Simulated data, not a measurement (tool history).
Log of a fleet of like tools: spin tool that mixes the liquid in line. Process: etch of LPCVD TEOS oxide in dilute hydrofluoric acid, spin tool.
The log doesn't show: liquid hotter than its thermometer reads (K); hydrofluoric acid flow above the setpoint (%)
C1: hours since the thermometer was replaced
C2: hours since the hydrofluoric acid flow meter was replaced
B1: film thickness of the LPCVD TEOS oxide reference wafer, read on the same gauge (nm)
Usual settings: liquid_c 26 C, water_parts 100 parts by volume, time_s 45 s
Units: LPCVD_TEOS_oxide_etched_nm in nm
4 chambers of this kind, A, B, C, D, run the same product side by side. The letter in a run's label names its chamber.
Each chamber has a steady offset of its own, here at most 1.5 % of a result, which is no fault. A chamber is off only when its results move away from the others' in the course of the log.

run 1D day=0.492 | liquid_c=26 water_parts=100 time_s=45 | C1=414.4 C2=453.3 | B1=50.006 | LPCVD_TEOS_oxide_etched_nm=11.1380
run 2B day=1.042 | liquid_c=26 water_parts=100 time_s=45 | C1=1445.0 C2=78.7 | B1=49.978 | LPCVD_TEOS_oxide_etched_nm=11.2660
run 3C day=1.342 | liquid_c=26 water_parts=100 time_s=45 | C1=788.2 C2=40.9 | B1=49.988 | LPCVD_TEOS_oxide_etched_nm=11.3140
run 4A day=1.667 | liquid_c=26 water_parts=100 time_s=45 | C1=932.2 C2=292.7 | B1=50.011 | LPCVD_TEOS_oxide_etched_nm=11.3620
run 5A day=2.125 | liquid_c=26 water_parts=100 time_s=45 | C1=943.2 C2=303.7 | B1=50.029 | LPCVD_TEOS_oxide_etched_nm=11.2530
run 6B day=2.521 | liquid_c=26 water_parts=100 time_s=45 | C1=1480.5 C2=114.2 | B1=49.949 | LPCVD_TEOS_oxide_etched_nm=11.2800
run 7D day=2.850 | liquid_c=26 water_parts=100 time_s=45 | C1=471.0 C2=509.9 | B1=49.995 | LPCVD_TEOS_oxide_etched_nm=11.3250
run 8C day=3.338 | liquid_c=26 water_parts=65 time_s=30 | C1=836.1 C2=88.8 | B1=49.999 | LPCVD_TEOS_oxide_etched_nm=12.2920
run 9B day=3.846 | liquid_c=26 water_parts=65 time_s=30 | C1=1512.3 C2=146.0 | B1=49.976 | LPCVD_TEOS_oxide_etched_nm=12.0260
run 10A day=4.204 | liquid_c=26 water_parts=65 time_s=30 | C1=993.1 C2=353.6 | B1=50.012 | LPCVD_TEOS_oxide_etched_nm=12.3760
run 11D day=4.525 | liquid_c=26 water_parts=65 time_s=30 | C1=511.2 C2=550.1 | B1=49.986 | LPCVD_TEOS_oxide_etched_nm=11.8320
run 12C day=5.017 | liquid_c=26 water_parts=100 time_s=60 | C1=876.4 C2=129.1 | B1=49.995 | LPCVD_TEOS_oxide_etched_nm=15.1310
run 13B day=5.508 | liquid_c=26 water_parts=100 time_s=60 | C1=1552.2 C2=185.9 | B1=50.028 | LPCVD_TEOS_oxide_etched_nm=15.0500
run 14C day=5.862 | liquid_c=26 water_parts=100 time_s=60 | C1=896.7 C2=149.4 | B1=50.046 | LPCVD_TEOS_oxide_etched_nm=15.2390
run 15A day=6.204 | liquid_c=26 water_parts=100 time_s=60 | C1=1041.1 C2=401.6 | B1=49.966 | LPCVD_TEOS_oxide_etched_nm=14.9700
-- day=6.317 chamber A: hydrofluoric acid flow meter replaced
run 16D day=6.612 | liquid_c=26 water_parts=100 time_s=45 | C1=561.3 C2=600.2 | B1=49.971 | LPCVD_TEOS_oxide_etched_nm=11.2170
run 17A day=7.067 | liquid_c=26 water_parts=100 time_s=45 | C1=1061.8 C2=18.1 | B1=50.023 | LPCVD_TEOS_oxide_etched_nm=11.1800
run 18C day=7.342 | liquid_c=26 water_parts=100 time_s=45 | C1=932.2 C2=184.9 | B1=50.010 | LPCVD_TEOS_oxide_etched_nm=11.4690
run 19D day=7.867 | liquid_c=26 water_parts=100 time_s=45 | C1=591.4 C2=630.3 | B1=49.980 | LPCVD_TEOS_oxide_etched_nm=11.3500
run 20B day=8.162 | liquid_c=26 water_parts=100 time_s=45 | C1=1615.9 C2=249.6 | B1=50.029 | LPCVD_TEOS_oxide_etched_nm=11.2390
run 21A day=8.458 | liquid_c=26 water_parts=100 time_s=45 | C1=1095.2 C2=51.5 | B1=50.004 | LPCVD_TEOS_oxide_etched_nm=11.2800
run 22D day=8.779 | liquid_c=26 water_parts=100 time_s=60 | C1=613.3 C2=652.2 | B1=50.001 | LPCVD_TEOS_oxide_etched_nm=15.0880
run 23C day=9.283 | liquid_c=26 water_parts=100 time_s=60 | C1=978.8 C2=231.5 | B1=50.036 | LPCVD_TEOS_oxide_etched_nm=14.9880
run 24B day=9.754 | liquid_c=26 water_parts=100 time_s=60 | C1=1654.1 C2=287.8 | B1=50.011 | LPCVD_TEOS_oxide_etched_nm=15.0980
run 25C day=10.233 | liquid_c=26 water_parts=100 time_s=60 | C1=1001.6 C2=254.3 | B1=50.002 | LPCVD_TEOS_oxide_etched_nm=15.1400
run 26D day=10.800 | liquid_c=26 water_parts=140 time_s=45 | C1=661.8 C2=700.7 | B1=49.994 | LPCVD_TEOS_oxide_etched_nm=7.7320
-- day=10.950 chamber D: hydrofluoric acid flow meter replaced
run 27A day=11.112 | liquid_c=26 water_parts=140 time_s=45 | C1=1158.9 C2=115.2 | B1=50.023 | LPCVD_TEOS_oxide_etched_nm=7.6681
run 28B day=11.683 | liquid_c=26 water_parts=140 time_s=45 | C1=1700.4 C2=334.1 | B1=49.993 | LPCVD_TEOS_oxide_etched_nm=7.6896
run 29A day=12.042 | liquid_c=26 water_parts=140 time_s=45 | C1=1181.2 C2=137.5 | B1=50.008 | LPCVD_TEOS_oxide_etched_nm=7.5974
run 30C day=12.500 | liquid_c=26 water_parts=100 time_s=45 | C1=1056.0 C2=308.7 | B1=50.036 | LPCVD_TEOS_oxide_etched_nm=11.3870
run 31B day=12.750 | liquid_c=26 water_parts=100 time_s=45 | C1=1726.0 C2=359.7 | B1=50.010 | LPCVD_TEOS_oxide_etched_nm=11.2170
run 32D day=13.246 | liquid_c=26 water_parts=100 time_s=45 | C1=720.5 C2=55.1 | B1=49.975 | LPCVD_TEOS_oxide_etched_nm=11.6090
run 33C day=13.588 | liquid_c=26 water_parts=100 time_s=45 | C1=1082.1 C2=334.8 | B1=49.997 | LPCVD_TEOS_oxide_etched_nm=11.2790
run 34D day=14.000 | liquid_c=26 water_parts=100 time_s=45 | C1=738.6 C2=73.2 | B1=50.014 | LPCVD_TEOS_oxide_etched_nm=11.6850
run 35B day=14.458 | liquid_c=26 water_parts=100 time_s=45 | C1=1767.0 C2=400.7 | B1=50.024 | LPCVD_TEOS_oxide_etched_nm=11.2270
run 36A day=14.817 | liquid_c=26 water_parts=100 time_s=20 | C1=1247.8 C2=204.1 | B1=49.990 | LPCVD_TEOS_oxide_etched_nm=5.0122
run 37A day=15.083 | liquid_c=26 water_parts=100 time_s=20 | C1=1254.2 C2=210.5 | B1=50.004 | LPCVD_TEOS_oxide_etched_nm=4.9742
-- day=15.292 chamber B: hydrofluoric acid flow meter replaced
run 38D day=15.662 | liquid_c=26 water_parts=100 time_s=20 | C1=778.5 C2=113.1 | B1=49.996 | LPCVD_TEOS_oxide_etched_nm=5.1494
run 39B day=15.950 | liquid_c=26 water_parts=100 time_s=20 | C1=1802.8 C2=15.9 | B1=49.982 | LPCVD_TEOS_oxide_etched_nm=5.0158
run 40C day=16.275 | liquid_c=26 water_parts=100 time_s=45 | C1=1146.6 C2=399.3 | B1=49.989 | LPCVD_TEOS_oxide_etched_nm=11.3960
run 41A day=16.788 | liquid_c=26 water_parts=100 time_s=45 | C1=1295.1 C2=251.4 | B1=49.994 | LPCVD_TEOS_oxide_etched_nm=11.2920
run 42D day=17.154 | liquid_c=26 water_parts=100 time_s=45 | C1=814.3 C2=148.9 | B1=49.987 | LPCVD_TEOS_oxide_etched_nm=11.9650

Next, every chamber runs the same settings. What will each give?
run 43A day=17.571 | liquid_c=26 water_parts=100 time_s=30 | LPCVD_TEOS_oxide_etched_nm=?
run 43B day=17.571 | liquid_c=26 water_parts=100 time_s=30 | LPCVD_TEOS_oxide_etched_nm=?
run 43C day=17.571 | liquid_c=26 water_parts=100 time_s=30 | LPCVD_TEOS_oxide_etched_nm=?
run 43D day=17.571 | liquid_c=26 water_parts=100 time_s=30 | LPCVD_TEOS_oxide_etched_nm=?

run=43A LPCVD_TEOS_oxide_etched_nm=7.5265
run=43B LPCVD_TEOS_oxide_etched_nm=7.5062
run=43C LPCVD_TEOS_oxide_etched_nm=7.5477
run=43D LPCVD_TEOS_oxide_etched_nm=7.9045
